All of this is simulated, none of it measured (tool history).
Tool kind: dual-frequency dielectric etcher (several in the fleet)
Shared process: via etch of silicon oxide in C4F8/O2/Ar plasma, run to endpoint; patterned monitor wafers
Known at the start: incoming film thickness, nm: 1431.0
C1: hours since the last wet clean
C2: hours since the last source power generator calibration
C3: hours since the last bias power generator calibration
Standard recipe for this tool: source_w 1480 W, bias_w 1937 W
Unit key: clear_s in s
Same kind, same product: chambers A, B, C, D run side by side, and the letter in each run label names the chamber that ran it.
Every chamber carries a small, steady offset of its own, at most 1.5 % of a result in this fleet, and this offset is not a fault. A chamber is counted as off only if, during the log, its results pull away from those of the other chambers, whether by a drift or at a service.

Run 1C, hour 5.4: usual settings; C1 214.2; C2 2754.3; C3 1646.8. Result: clear_s 323.03 s.
Run 2B, hour 10.2: usual settings; C1 359.7; C2 1212.4; C3 2025.6. Result: clear_s 319.71 s.
Run 3D, hour 14: usual settings; C1 417.1; C2 208.5; C3 335.6. Result: clear_s 326.44 s.
Run 4A, hour 17.6: usual settings; C1 392; C2 932.3; C3 1321.6. Result: clear_s 324.86 s.
Run 5A, hour 22.9: usual settings; C1 397.3; C2 937.6; C3 1326.9. Result: clear_s 324.16 s.
Run 6B, hour 26.3: usual settings but source_w 1310 W, bias_w 1646 W; C1 375.8; C2 1228.5; C3 2041.7. Result: clear_s 350.72 s.
Run 7C, hour 32.2: usual settings but source_w 1310 W, bias_w 1646 W; C1 241; C2 2781.1; C3 1673.6. Result: clear_s 359.13 s.
At hour 35.7: chamber A: wet clean of the chamber.
Run 8D, hour 35.8: usual settings but source_w 1310 W, bias_w 1646 W; C1 438.9; C2 230.3; C3 357.4. Result: clear_s 359.36 s.
Run 9A, hour 41.8: usual settings but source_w 1310 W, bias_w 1646 W; C1 6.2; C2 956.5; C3 1345.8. Result: clear_s 354.42 s.
At hour 44.3: chamber D: wet clean of the chamber.
Run 10B, hour 46.8: usual settings but source_w 1810 W; C1 396.3; C2 1249; C3 2062.2. Result: clear_s 294.75 s.
Run 11D, hour 52.2: usual settings but source_w 1810 W; C1 8; C2 246.7; C3 373.8. Result: clear_s 299.27 s.
Run 12C, hour 57.1: usual settings but source_w 1810 W; C1 265.9; C2 2806; C3 1698.5. Result: clear_s 298.89 s.
At hour 60.8: chamber C: source power generator calibrated.
Run 13D, hour 62.6: usual settings but source_w 1810 W; C1 18.4; C2 257.1; C3 384.2. Result: clear_s 294.91 s.
Run 14A, hour 66.5: usual settings; C1 30.9; C2 981.2; C3 1370.5. Result: clear_s 322.07 s.
Run 15C, hour 69.8: usual settings; C1 278.6; C2 9; C3 1711.2. Result: clear_s 322.94 s.
Run 16B, hour 73.3: usual settings; C1 422.8; C2 1275.5; C3 2088.7. Result: clear_s 317.61 s.
Run 17B, hour 78.3: usual settings; C1 427.8; C2 1280.5; C3 2093.7. Result: clear_s 321.12 s.
Run 18C, hour 80.9: usual settings but source_w 1140 W; C1 289.7; C2 20.1; C3 1722.3. Result: clear_s 360.68 s.
Run 19D, hour 86.8: usual settings but source_w 1140 W; C1 42.6; C2 281.3; C3 408.4. Result: clear_s 358.41 s.
Run 20A, hour 92.8: usual settings but source_w 1140 W; C1 57.2; C2 1007.5; C3 1396.8. Result: clear_s 360.25 s.
Run 21D, hour 96.6: usual settings but source_w 1140 W; C1 52.4; C2 291.1; C3 418.2. Result: clear_s 358.01 s.
Run 22B, hour 101.8: usual settings; C1 451.3; C2 1304; C3 2117.2. Result: clear_s 315.22 s.
Run 23A, hour 104.6: usual settings; C1 69; C2 1019.3; C3 1408.6. Result: clear_s 326.14 s.
Run 24C, hour 107.7: usual settings; C1 316.5; C2 46.9; C3 1749.1. Result: clear_s 323.09 s.
Run 25B, hour 110.7: usual settings but source_w 1610 W; C1 460.2; C2 1312.9; C3 2126.1. Result: clear_s 305.91 s.
Run 26C, hour 113.4: usual settings but source_w 1610 W; C1 322.2; C2 52.6; C3 1754.8. Result: clear_s 315.65 s.
Run 27D, hour 118.9: usual settings but source_w 1610 W; C1 74.7; C2 313.4; C3 440.5. Result: clear_s 312.18 s.
Run 28A, hour 122.7: usual settings but source_w 1610 W; C1 87.1; C2 1037.4; C3 1426.7. Result: clear_s 314.39 s.

Which is it: a chamber that has drifted or been left off by a service, a gauge drift common to all chambers, or only each chamber's usual small offset? If a chamber is off, name it and its likeliest cause.

No chamber is off and the gauge is stable; the differences are just each chamber's small, constant offset.
